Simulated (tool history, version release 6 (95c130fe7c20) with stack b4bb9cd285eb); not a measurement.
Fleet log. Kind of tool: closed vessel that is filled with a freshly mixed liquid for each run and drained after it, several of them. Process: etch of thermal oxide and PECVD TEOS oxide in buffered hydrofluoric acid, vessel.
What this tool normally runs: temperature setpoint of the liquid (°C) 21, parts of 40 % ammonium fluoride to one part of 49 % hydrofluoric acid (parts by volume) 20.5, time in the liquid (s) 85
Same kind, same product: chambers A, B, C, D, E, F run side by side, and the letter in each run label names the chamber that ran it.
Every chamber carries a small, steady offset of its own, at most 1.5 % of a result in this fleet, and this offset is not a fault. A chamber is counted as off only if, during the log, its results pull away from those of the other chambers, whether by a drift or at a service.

run,hour,temperature setpoint of the liquid (°C),parts of 40 % ammonium fluoride to one part of 49 % hydrofluoric acid (parts by volume),time in the liquid (s),hours since the thermometer was replaced,hours since the hydrofluoric acid flow meter was replaced,"read-back film thickness of the thermal oxide reference wafer, read on the same gauge (nm)","read-back film thickness of the PECVD TEOS oxide reference wafer, read on the same gauge (nm)",thickness taken off the thermal oxide on a monitor wafer (Å),thickness taken off the PECVD TEOS oxide on a monitor wafer (Å)
1F,5.7,21,20.5,85,168.3,1532.4,90.008,69.957,450.97,465.69
2A,12,21,20.5,85,1340.5,416.4,89.986,70,450.06,464.88
3D,16.4,21,20.5,85,359.6,558.2,89.986,69.979,453.79,461.93
4B,23,21,20.5,85,1805,373.3,89.991,69.986,449.68,468.87
5C,29,21,20.5,85,1036.6,1172.4,89.984,70.019,461.68,455.7
6E,35.3,21,20.5,85,1148.1,2071.8,89.986,69.981,454.4,459.89
7C,41.3,21,20.5,85,1048.9,1184.7,89.992,69.973,455.57,460.84
8B,47.2,26,15.5,85,1829.2,397.5,89.999,69.98,791.44,797.74
9F,52.8,26,15.5,85,215.4,1579.5,89.999,70.028,759.96,786.54
10D,59.4,26,15.5,85,402.6,601.2,90.023,70,770.09,780.35
11A,63.6,26,15.5,85,1392.1,468,89.999,70,776.96,797.54
12E,69.5,26,15.5,85,1182.3,2106,89.989,70.077,788.08,798.97
13B,75.6,26,15.5,85,1857.6,425.9,89.997,69.981,788.15,804.24
14E,82.7,18.5,24,85,1195.5,2119.2,90.007,69.943,356.91,357.77
15F,87.5,18.5,24,85,250.1,1614.2,90.005,69.971,360.05,363.44
16A,91,18.5,24,85,1419.5,495.4,89.984,69.98,354.12,361.21
17D,98.2,18.5,24,85,441.4,640,89.997,70.001,351.12,366.31
18C,103.1,18.5,24,85,1110.7,1246.5,89.987,70.005,357.99,359.48
19B,107.9,18.5,24,85,1889.9,458.2,90.005,70.009,358.79,365.37
20A,112.9,21,20.5,85,1441.4,517.3,90.005,69.981,442.77,454.78
21D,116.9,21,20.5,85,460.1,658.7,90.018,69.95,460.91,458.85
22E,121.3,21,20.5,85,1234.1,2157.8,90.021,70.004,453.84,459.19
23F,126.8,21,20.5,85,289.4,1653.5,90.014,69.979,451.36,467.87
24C,133.8,21,20.5,85,1141.4,1277.2,90,69.984,460.12,459.94
25A,139.3,21,13,40,1467.8,543.7,90,70.007,327.21,339.63
26C,145.5,21,13,40,1153.1,1288.9,89.994,70.043,340.51,342.65
27B,152.8,21,13,40,1934.8,503.1,89.999,69.993,335.51,341.17
28F,158.9,21,13,40,321.5,1685.6,90.003,69.988,331.51,337.86
29D,164.9,21,13,40,508.1,706.7,89.994,70.038,333.56,336.43
30E,168.8,21,13,40,1281.6,2205.3,89.99,70.029,332.62,341.13
31C,175.7,21,20.5,85,1183.3,1319.1,89.99,69.996,456.6,457.73
32F,182.7,21,20.5,85,345.3,1709.4,90.011,70.026,457.31,467.05
33B,188.4,21,15,85,1970.4,538.7,89.994,69.983,631.35,624.76
34A,196.2,21,15,85,1524.7,600.6,90.012,69.951,611.35,622.49
35E,202.3,21,15,85,1315.1,2238.8,89.971,70.006,625.35,623.47
36D,206,21,15,85,549.2,747.8,90.031,69.967,606.87,625.85
37B,210.5,21,15,85,1992.5,560.8,89.985,69.983,618.26,632.66
38C,216.6,21,15,85,1224.2,1360,90.005,69.979,621.22,626.85
# hour 217.6: chamber E: hydrofluoric acid flow meter replaced
39D,222.2,21,20.5,85,565.4,764,89.985,69.996,446.96,466.48
40E,226.3,21,20.5,85,1339.1,8.8,90.011,70.047,456.14,461.17
# hour 227.7: chamber A: hydrofluoric acid flow meter replaced
41F,230.5,21,20.5,85,393.1,1757.2,90.003,69.99,457.1,465.43
42A,235.5,21,20.5,85,1564,7.8,89.988,69.946,460.65,463.85

Is one chamber off against the others, does the gauge drift, or is nothing wrong? If a chamber is off, say which, and what the likeliest cause is.

Beyond each chamber's small constant offset nothing stands out, and the gauge stays steady.
